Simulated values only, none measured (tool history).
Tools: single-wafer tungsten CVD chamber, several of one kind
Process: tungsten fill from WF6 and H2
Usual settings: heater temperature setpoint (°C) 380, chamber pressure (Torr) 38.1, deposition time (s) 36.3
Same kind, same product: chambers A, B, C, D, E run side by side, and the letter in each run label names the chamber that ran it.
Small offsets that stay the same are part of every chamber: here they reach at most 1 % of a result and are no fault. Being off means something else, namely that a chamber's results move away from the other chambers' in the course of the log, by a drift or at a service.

run,day,heater temperature setpoint (°C),chamber pressure (Torr),deposition time (s),hours since the last thermocouple change,hours since the last manometer calibration,"read-back reference wafer on the same gauge, thickness_nm",mean film thickness on the monitor wafer (angstrom)
1E,0.208,380,38.1,36.3,593.3,1432.4,93.057,805.20
2C,0.400,380,38.1,36.3,1259.4,1208.5,93.123,802.17
3A,0.517,380,38.1,36.3,352.5,1205.7,93.127,797.49
4B,0.612,380,38.1,36.3,73.8,1316.8,93.093,808.97
5D,0.738,380,38.1,39.5,484.5,1200.5,93.133,880.84
6C,0.867,380,38.1,39.5,1270.6,1219.7,93.081,870.68
7A,1.004,380,38.1,39.5,364.2,1217.4,93.076,869.97
8B,1.192,380,38.1,39.5,87.7,1330.7,93.036,877.95
9D,1.292,380,38.1,39.5,497.8,1213.8,93.079,883.64
10E,1.392,380,29.4,36.3,621.7,1460.8,93.112,712.16
11A,1.596,380,29.4,36.3,378.4,1231.6,93.161,706.11
12E,1.775,380,29.4,36.3,630.9,1470.0,93.104,711.55
13B,1.929,380,29.4,36.3,105.4,1348.4,93.116,713.89
14C,2.133,380,29.4,36.3,1301.0,1250.1,93.079,706.04
15D,2.292,380,38.1,36.3,521.8,1237.8,93.073,810.86
16C,2.467,380,38.1,36.3,1309.0,1258.1,93.116,798.42
17A,2.562,380,38.1,36.3,401.6,1254.8,93.137,802.48
18D,2.700,380,38.1,36.3,531.6,1247.6,93.058,807.79
19B,2.908,380,38.1,36.3,128.9,1371.9,93.095,806.96
20E,3.067,380,38.1,36.3,661.9,1501.0,93.095,808.06
21C,3.175,380,45.0,36.3,1326.0,1275.1,93.170,868.57
22A,3.271,380,45.0,36.3,418.6,1271.8,93.098,866.11
23E,3.383,380,45.0,36.3,669.5,1508.6,93.019,867.17
24D,3.554,380,45.0,36.3,552.1,1268.1,93.126,875.81
25B,3.679,380,45.0,36.3,147.4,1390.4,93.160,873.32
26D,3.888,380,38.1,36.3,560.1,1276.1,93.089,809.88
27A,4.021,380,38.1,36.3,436.6,1289.8,93.074,803.08
28C,4.175,380,38.1,36.3,1350.0,1299.1,93.104,802.71
29B,4.379,380,38.1,36.3,164.2,1407.2,93.043,810.48
30E,4.588,380,38.1,36.3,698.4,1537.5,93.120,803.23
31D,4.754,380,38.1,41.9,580.9,1296.9,93.125,935.02
32E,4.862,380,38.1,41.9,705.0,1544.1,93.139,926.86
33B,5.025,380,38.1,41.9,179.7,1422.7,93.094,934.66
34A,5.238,380,38.1,41.9,465.8,1319.0,93.103,923.36
35C,5.429,380,38.1,41.9,1380.1,1329.2,93.103,926.58
36D,5.621,380,38.1,36.3,601.7,1317.7,93.057,809.21
37B,5.829,370,38.1,36.3,199.0,1442.0,93.083,655.17
38E,5.992,370,38.1,36.3,732.1,1571.2,93.074,651.81
39C,6.129,370,38.1,36.3,1396.9,1346.0,93.081,648.99
40A,6.254,370,38.1,36.3,490.2,1343.4,93.045,652.75
41C,6.421,370,38.1,36.3,1403.9,1353.0,93.042,650.26
42E,6.592,380,38.1,36.3,746.5,1585.6,93.094,805.20
43B,6.746,380,38.1,36.3,221.0,1464.0,93.145,806.82
44D,6.921,380,38.1,36.3,632.9,1348.9,93.097,808.21

Predict what each chamber gives when all 5 of them run the settings below next.
45A,7.075,380,38.1,36.3,,,,?
45B,7.075,380,38.1,36.3,,,,?
45C,7.075,380,38.1,36.3,,,,?
45D,7.075,380,38.1,36.3,,,,?
45E,7.075,380,38.1,36.3,,,,?

run,mean film thickness on the monitor wafer (angstrom)
45A,804.49
45B,809.14
45C,802.57
45D,805.87
45E,803.94
